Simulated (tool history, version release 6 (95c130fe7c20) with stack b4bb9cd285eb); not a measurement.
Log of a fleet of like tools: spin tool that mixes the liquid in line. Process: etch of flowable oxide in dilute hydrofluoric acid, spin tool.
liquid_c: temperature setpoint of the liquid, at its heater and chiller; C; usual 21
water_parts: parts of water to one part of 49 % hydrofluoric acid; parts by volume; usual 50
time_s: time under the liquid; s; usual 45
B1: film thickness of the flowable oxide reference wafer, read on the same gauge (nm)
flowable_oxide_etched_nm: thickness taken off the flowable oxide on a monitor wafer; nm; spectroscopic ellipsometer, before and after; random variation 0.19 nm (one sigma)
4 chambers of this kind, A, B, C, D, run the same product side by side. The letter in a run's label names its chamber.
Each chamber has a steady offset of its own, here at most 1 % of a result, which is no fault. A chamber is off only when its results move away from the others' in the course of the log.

run 1B hour=10.0 | liquid_c=21 water_parts=50 time_s=45 | B1=30.001 | flowable_oxide_etched_nm=22.952
run 2A hour=19.1 | liquid_c=21 water_parts=50 time_s=45 | B1=30.015 | flowable_oxide_etched_nm=22.441
run 3C hour=25.2 | liquid_c=21 water_parts=50 time_s=45 | B1=29.996 | flowable_oxide_etched_nm=22.434
run 4D hour=32.3 | liquid_c=21 water_parts=50 time_s=45 | B1=29.958 | flowable_oxide_etched_nm=22.698
run 5B hour=43.8 | liquid_c=21 water_parts=50 time_s=45 | B1=30.011 | flowable_oxide_etched_nm=22.841
run 6D hour=54.5 | liquid_c=21 water_parts=50 time_s=45 | B1=29.975 | flowable_oxide_etched_nm=22.504
run 7A hour=61.5 | liquid_c=26 water_parts=50 time_s=45 | B1=29.962 | flowable_oxide_etched_nm=28.192
run 8C hour=71.8 | liquid_c=26 water_parts=50 time_s=45 | B1=30.004 | flowable_oxide_etched_nm=27.340
run 9D hour=81.1 | liquid_c=26 water_parts=50 time_s=45 | B1=30.016 | flowable_oxide_etched_nm=28.233
run 10C hour=90.9 | liquid_c=26 water_parts=50 time_s=45 | B1=30.034 | flowable_oxide_etched_nm=27.507
run 11A hour=97.0 | liquid_c=21 water_parts=50 time_s=45 | B1=30.039 | flowable_oxide_etched_nm=22.522
run 12B hour=104.0 | liquid_c=21 water_parts=50 time_s=45 | B1=29.963 | flowable_oxide_etched_nm=22.550
-- hour=106.8 chamber D: hydrofluoric acid flow meter replaced
run 13A hour=112.9 | liquid_c=21 water_parts=50 time_s=45 | B1=30.016 | flowable_oxide_etched_nm=22.330
run 14B hour=118.4 | liquid_c=21 water_parts=50 time_s=45 | B1=29.958 | flowable_oxide_etched_nm=22.709
run 15C hour=126.3 | liquid_c=21 water_parts=50 time_s=45 | B1=30.070 | flowable_oxide_etched_nm=22.616
run 16D hour=132.1 | liquid_c=21 water_parts=50 time_s=45 | B1=30.016 | flowable_oxide_etched_nm=22.665
run 17C hour=141.3 | liquid_c=21 water_parts=50 time_s=45 | B1=30.009 | flowable_oxide_etched_nm=22.340
run 18A hour=151.3 | liquid_c=21 water_parts=25 time_s=45 | B1=29.953 | flowable_oxide_etched_nm=45.994
run 19B hour=159.3 | liquid_c=21 water_parts=25 time_s=45 | B1=29.995 | flowable_oxide_etched_nm=45.457
run 20D hour=170.0 | liquid_c=21 water_parts=25 time_s=45 | B1=30.047 | flowable_oxide_etched_nm=46.163
run 21C hour=181.5 | liquid_c=21 water_parts=25 time_s=45 | B1=30.032 | flowable_oxide_etched_nm=46.409
run 22A hour=192.2 | liquid_c=21 water_parts=50 time_s=45 | B1=29.979 | flowable_oxide_etched_nm=22.886
-- hour=197.4 chamber A: thermometer replaced
run 23D hour=200.1 | liquid_c=25 water_parts=50 time_s=35 | B1=29.957 | flowable_oxide_etched_nm=20.520
run 24B hour=208.3 | liquid_c=25 water_parts=50 time_s=35 | B1=30.053 | flowable_oxide_etched_nm=20.730
run 25C hour=216.4 | liquid_c=25 water_parts=50 time_s=35 | B1=30.027 | flowable_oxide_etched_nm=20.628
run 26B hour=226.2 | liquid_c=25 water_parts=50 time_s=35 | B1=29.994 | flowable_oxide_etched_nm=21.002
run 27A hour=235.1 | liquid_c=21 water_parts=50 time_s=45 | B1=29.936 | flowable_oxide_etched_nm=22.359
run 28D hour=242.0 | liquid_c=21 water_parts=50 time_s=45 | B1=29.997 | flowable_oxide_etched_nm=22.852
run 29B hour=253.3 | liquid_c=21 water_parts=50 time_s=45 | B1=29.964 | flowable_oxide_etched_nm=22.735
run 30A hour=263.4 | liquid_c=21 water_parts=50 time_s=45 | B1=29.977 | flowable_oxide_etched_nm=22.469
run 31C hour=273.1 | liquid_c=21 water_parts=50 time_s=30 | B1=29.999 | flowable_oxide_etched_nm=15.011
run 32D hour=283.8 | liquid_c=21 water_parts=50 time_s=30 | B1=30.023 | flowable_oxide_etched_nm=14.987
run 33A hour=294.2 | liquid_c=21 water_parts=50 time_s=30 | B1=30.007 | flowable_oxide_etched_nm=15.220
run 34C hour=302.9 | liquid_c=21 water_parts=50 time_s=30 | B1=30.030 | flowable_oxide_etched_nm=14.901
run 35D hour=313.7 | liquid_c=21 water_parts=50 time_s=30 | B1=29.976 | flowable_oxide_etched_nm=15.151
run 36B hour=321.8 | liquid_c=21 water_parts=50 time_s=30 | B1=29.996 | flowable_oxide_etched_nm=15.210
run 37A hour=330.1 | liquid_c=21 water_parts=50 time_s=30 | B1=30.002 | flowable_oxide_etched_nm=14.856
run 38D hour=339.8 | liquid_c=21 water_parts=50 time_s=30 | B1=29.958 | flowable_oxide_etched_nm=15.347

What goes on in this fleet: one chamber off, a drifting gauge, or nothing beyond the chambers' own small offsets? Name the chamber and the cause, if any.

No chamber stands off beyond its own small offset, and the gauge holds steady.
